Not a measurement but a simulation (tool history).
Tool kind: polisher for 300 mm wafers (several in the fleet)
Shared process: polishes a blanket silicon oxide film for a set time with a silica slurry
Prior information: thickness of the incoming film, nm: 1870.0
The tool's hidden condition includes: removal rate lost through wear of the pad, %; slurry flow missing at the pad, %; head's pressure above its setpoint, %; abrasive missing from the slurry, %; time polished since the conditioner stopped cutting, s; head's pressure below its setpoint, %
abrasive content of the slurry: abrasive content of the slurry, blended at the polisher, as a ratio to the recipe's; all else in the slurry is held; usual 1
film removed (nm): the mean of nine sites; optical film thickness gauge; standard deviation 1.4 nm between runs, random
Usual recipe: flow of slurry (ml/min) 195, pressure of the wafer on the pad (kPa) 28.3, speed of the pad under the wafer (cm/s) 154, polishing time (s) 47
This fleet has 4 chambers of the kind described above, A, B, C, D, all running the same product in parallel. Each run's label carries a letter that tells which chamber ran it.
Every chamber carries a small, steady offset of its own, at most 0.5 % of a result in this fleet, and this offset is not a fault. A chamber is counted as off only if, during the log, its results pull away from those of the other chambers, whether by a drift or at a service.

| run | hour | flow of slurry (ml/min) | pressure of the wafer on the pad (kPa) | speed of the pad under the wafer (cm/s) | abrasive content of the slurry | polishing time (s) | wafers polished on this pad | hours since the slurry nozzle was cleaned | hours since the head pressure was calibrated | hours since the slurry blender was calibrated | hours since the conditioning disc was replaced | film removed (nm) |
|---|---|---|---|---|---|---|---|---|---|---|---|---|
| 1B | 10.8 | 195 | 28.3 | 154 | 1 | 47 | 572 | 629.2 | 1409.8 | 244.6 | 276.3 | 205.40 |
|  | 12.1 | chamber A: conditioning disc replaced and pad reconditioned |
| 2A | 19.2 | 195 | 28.3 | 154 | 1 | 47 | 719 | 311.7 | 30.3 | 24.0 | 7.1 | 206.26 |
|  | 24.2 | chamber B: head pressure recalibrated |
|  | 25.0 | chamber D: worn pad replaced by a new one |
| 3C | 25.2 | 195 | 28.3 | 154 | 1 | 47 | 466 | 27.7 | 684.7 | 215.1 | 99.9 | 206.52 |
| 4D | 35.6 | 195 | 28.3 | 154 | 1 | 47 | 87 | 305.1 | 327.9 | 142.0 | 229.7 | 205.17 |
|  | 35.7 | chamber A: slurry nozzle cleaned |
|  | 37.5 | chamber C: slurry blender recalibrated |
|  | 39.9 | chamber B: worn pad replaced by a new one |
| 5D | 42.4 | 195 | 28.3 | 154 | 1 | 47 | 142 | 311.9 | 334.7 | 148.8 | 236.5 | 202.83 |
|  | 50.8 | chamber C: worn pad replaced by a new one |
| 6C | 52.3 | 195 | 28.3 | 154 | 1 | 47 | 12 | 54.8 | 711.8 | 14.9 | 127.0 | 203.52 |
|  | 56.0 | chamber D: slurry nozzle cleaned |
| 7A | 62.9 | 195 | 28.3 | 154 | 1 | 47 | 1077 | 27.3 | 74.0 | 67.7 | 50.8 | 208.76 |
| 8B | 72.1 | 195 | 28.3 | 154 | 1 | 47 | 263 | 690.5 | 47.9 | 305.9 | 337.6 | 205.92 |
| 9C | 82.4 | 195 | 28.3 | 154 | 1 | 47 | 259 | 84.9 | 741.9 | 45.0 | 157.1 | 207.58 |
|  | 87.4 | chamber D: head pressure recalibrated |
| 10A | 96.2 | 195 | 28.3 | 154 | 1 | 47 | 1350 | 60.6 | 107.3 | 101.0 | 84.1 | 203.61 |
|  | 104.2 | chamber A: slurry blender recalibrated |
| 11B | 104.7 | 195 | 28.3 | 154 | 1 | 47 | 530 | 723.1 | 80.5 | 338.5 | 370.2 | 203.99 |
|  | 107.3 | chamber A: worn pad replaced by a new one |
|  | 111.6 | chamber D: slurry blender recalibrated |
|  | 113.5 | chamber D: worn pad replaced by a new one |
| 12D | 114.2 | 195 | 28.3 | 154 | 1 | 47 | 6 | 58.2 | 26.8 | 2.6 | 308.3 | 189.92 |
| 13A | 128.0 | 195 | 28.3 | 154 | 1 | 47 | 169 | 92.4 | 139.1 | 23.9 | 115.9 | 204.36 |
|  | 128.6 | chamber B: conditioning disc replaced and pad reconditioned |
|  | 133.8 | chamber C: worn pad replaced by a new one |
| 14D | 137.9 | 195 | 28.3 | 154 | 1 | 47 | 200 | 81.9 | 50.5 | 26.3 | 332.0 | 190.87 |
|  | 146.3 | chamber B: slurry nozzle cleaned |
| 15B | 147.2 | 195 | 28.3 | 154 | 1 | 47 | 878 | 1.0 | 123.0 | 381.0 | 18.6 | 206.32 |
|  | 148.1 | chamber D: conditioning disc replaced and pad reconditioned |
| 16C | 160.9 | 195 | 28.3 | 154 | 1 | 47 | 222 | 163.4 | 820.4 | 123.5 | 235.6 | 203.93 |
|  | 161.6 | chamber B: worn pad replaced by a new one |
|  | 167.5 | chamber B: slurry blender recalibrated |
| 17B | 170.1 | 195 | 28.3 | 154 | 1 | 47 | 69 | 23.9 | 145.9 | 2.6 | 41.5 | 205.80 |
| 18D | 177.9 | 195 | 28.3 | 154 | 1 | 47 | 528 | 121.9 | 90.5 | 66.3 | 29.9 | 189.37 |
| 19A | 189.7 | 195 | 28.3 | 154 | 1 | 47 | 674 | 154.1 | 200.8 | 85.6 | 177.6 | 207.86 |
| 20C | 198.8 | 195 | 28.3 | 154 | 1 | 47 | 532 | 201.3 | 858.3 | 161.4 | 273.5 | 206.52 |
|  | 205.9 | chamber D: worn pad replaced by a new one |
| 21A | 210.9 | 195 | 28.3 | 154 | 1 | 47 | 848 | 175.3 | 222.0 | 106.8 | 198.8 | 208.63 |
|  | 217.9 | chamber C: worn pad replaced by a new one |
| 22B | 219.7 | 195 | 28.3 | 154 | 1 | 47 | 476 | 73.5 | 195.5 | 52.2 | 91.1 | 206.62 |
|  | 222.4 | chamber A: slurry blender recalibrated |
|  | 225.4 | chamber C: slurry blender recalibrated |
| 23D | 231.5 | 195 | 28.3 | 154 | 1 | 47 | 210 | 175.5 | 144.1 | 119.9 | 83.5 | 188.45 |
| 24C | 238.2 | 195 | 28.3 | 154 | 1 | 47 | 166 | 240.7 | 897.7 | 12.8 | 312.9 | 205.42 |
|  | 242.2 | chamber A: worn pad replaced by a new one |
| 25C | 249.9 | 195 | 28.3 | 154 | 1 | 57 | 262 | 252.4 | 909.4 | 24.5 | 324.6 | 251.83 |
| 26A | 261.9 | 195 | 28.3 | 154 | 1 | 57 | 162 | 226.3 | 273.0 | 39.6 | 249.8 | 251.42 |
|  | 263.3 | chamber B: worn pad replaced by a new one |
| 27B | 273.5 | 195 | 28.3 | 154 | 1 | 57 | 83 | 127.3 | 249.3 | 106.0 | 144.9 | 251.91 |
| 28D | 280.0 | 195 | 28.3 | 154 | 1 | 57 | 607 | 224.0 | 192.6 | 168.4 | 132.0 | 229.22 |

Each of the 4 chambers runs these same settings next. Fill in every chamber's results:
| 29A | 289.9 | 195 | 28.3 | 154 | 1 | 47 |  |  |  |  |  | ? |
| 29B | 289.9 | 195 | 28.3 | 154 | 1 | 47 |  |  |  |  |  | ? |
| 29C | 289.9 | 195 | 28.3 | 154 | 1 | 47 |  |  |  |  |  | ? |
| 29D | 289.9 | 195 | 28.3 | 154 | 1 | 47 |  |  |  |  |  | ? |

| run | film removed (nm) |
|---|---|
| 29A | 206.99 |
| 29B | 206.85 |
| 29C | 203.72 |
| 29D | 189.17 |
